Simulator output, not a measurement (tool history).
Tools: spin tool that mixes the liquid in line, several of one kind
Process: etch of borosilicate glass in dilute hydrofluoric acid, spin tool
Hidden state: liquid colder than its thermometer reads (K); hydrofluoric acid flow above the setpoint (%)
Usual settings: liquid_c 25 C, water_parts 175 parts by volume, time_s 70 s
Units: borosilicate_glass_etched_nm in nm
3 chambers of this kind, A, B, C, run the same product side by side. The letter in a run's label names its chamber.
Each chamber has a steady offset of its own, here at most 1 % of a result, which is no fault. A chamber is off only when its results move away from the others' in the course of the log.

| run | hour | liquid_c | water_parts | time_s | hours since the thermometer was replaced | hours since the hydrofluoric acid flow meter was replaced | read-back film thickness of the borosilicate glass reference wafer, read on the same gauge (nm) | borosilicate_glass_etched_nm |
|---|---|---|---|---|---|---|---|---|
| 1A | 9.2 | 25 | 175 | 70 | 282.8 | 1190.8 | 150.06 | 14.272 |
| 2C | 19.3 | 25 | 175 | 70 | 1948.7 | 182.4 | 149.98 | 14.756 |
| 3B | 34.6 | 25 | 175 | 70 | 1087 | 819.8 | 150.02 | 14.548 |
| 4B | 46.1 | 25 | 175 | 70 | 1098.5 | 831.3 | 150.04 | 14.451 |
| 5C | 55.4 | 25 | 175 | 70 | 1984.8 | 218.5 | 149.96 | 14.855 |
| 6A | 66.7 | 25 | 175 | 70 | 340.3 | 1248.3 | 150.02 | 14.709 |
| 7C | 79.9 | 25 | 175 | 70 | 2009.3 | 243 | 150.02 | 14.626 |
| 8A | 95 | 25 | 175 | 70 | 368.6 | 1276.6 | 150.05 | 14.771 |
| 9B | 109.4 | 23 | 175 | 50 | 1161.8 | 894.6 | 150.01 | 9.4675 |
| 10A | 117.3 | 23 | 175 | 50 | 390.9 | 1298.9 | 150 | 9.9611 |
| 11C | 126.2 | 23 | 175 | 50 | 2055.6 | 289.3 | 150.03 | 9.7299 |
| 12B | 134 | 25 | 175 | 70 | 1186.4 | 919.2 | 149.93 | 14.524 |
| 13B | 150 | 25 | 175 | 70 | 1202.4 | 935.2 | 149.95 | 14.124 |
| 14C | 158.8 | 25 | 175 | 70 | 2088.2 | 321.9 | 150.06 | 14.726 |
| 15A | 168.1 | 25 | 175 | 70 | 441.7 | 1349.7 | 150.02 | 15.087 |
| 16A | 183.4 | 25 | 175 | 70 | 457 | 1365 | 149.99 | 15.092 |
| 17B | 192.2 | 25 | 175 | 70 | 1244.6 | 977.4 | 150.03 | 14.307 |
| 18C | 202.2 | 25 | 175 | 70 | 2131.6 | 365.3 | 150.01 | 14.771 |
| 19B | 215.6 | 25 | 175 | 70 | 1268 | 1000.8 | 149.99 | 14.477 |
| 20A | 231.4 | 21 | 175 | 55 | 505 | 1413 | 150.03 | 10.358 |
| 21C | 242.9 | 21 | 175 | 55 | 2172.3 | 406 | 149.97 | 10.003 |
| 22C | 254.9 | 21 | 175 | 55 | 2184.3 | 418 | 149.96 | 10.059 |
| 23B | 263.4 | 25 | 175 | 70 | 1315.8 | 1048.6 | 150 | 14.506 |

Is one chamber off against the others, does the gauge drift, or is nothing wrong? If a chamber is off, say which, and what the likeliest cause is.

Chamber A drifts away from the others.
Cause: hydrofluoric acid flow above the setpoint (%) = 5.02.
The log may not tell that from: liquid hotter than its thermometer reads (K).

Here are 4 candidates for chamber A's next run, each the usual settings with a change, their results left as question marks. Which one brings its results back in line with what the others give on the usual settings?
In line means no further than this from the other chambers' mean on the usual settings: borosilicate_glass_etched_nm 0.49 nm
| 24A-1 | 275.3 | 25 | 175 | 75 |  |  |  | ? |
| 24A-2 | 275.3 | 23.5 | 175 | 70 |  |  |  | ? |
| 24A-3 | 275.3 | 25.5 | 160 | 70 |  |  |  | ? |
| 24A-4 | 275.3 | 22 | 175 | 70 |  |  |  | ? |

The other chambers' mean on the usual settings: borosilicate_glass_etched_nm 14.563 nm
| run | borosilicate_glass_etched_nm |
|---|---|
| 24A-1 | 16.496 |
| 24A-2 | 14.533 |
| 24A-3 | 17.475 |
| 24A-4 | 13.711 |
24A-2 brings the chamber back in line.

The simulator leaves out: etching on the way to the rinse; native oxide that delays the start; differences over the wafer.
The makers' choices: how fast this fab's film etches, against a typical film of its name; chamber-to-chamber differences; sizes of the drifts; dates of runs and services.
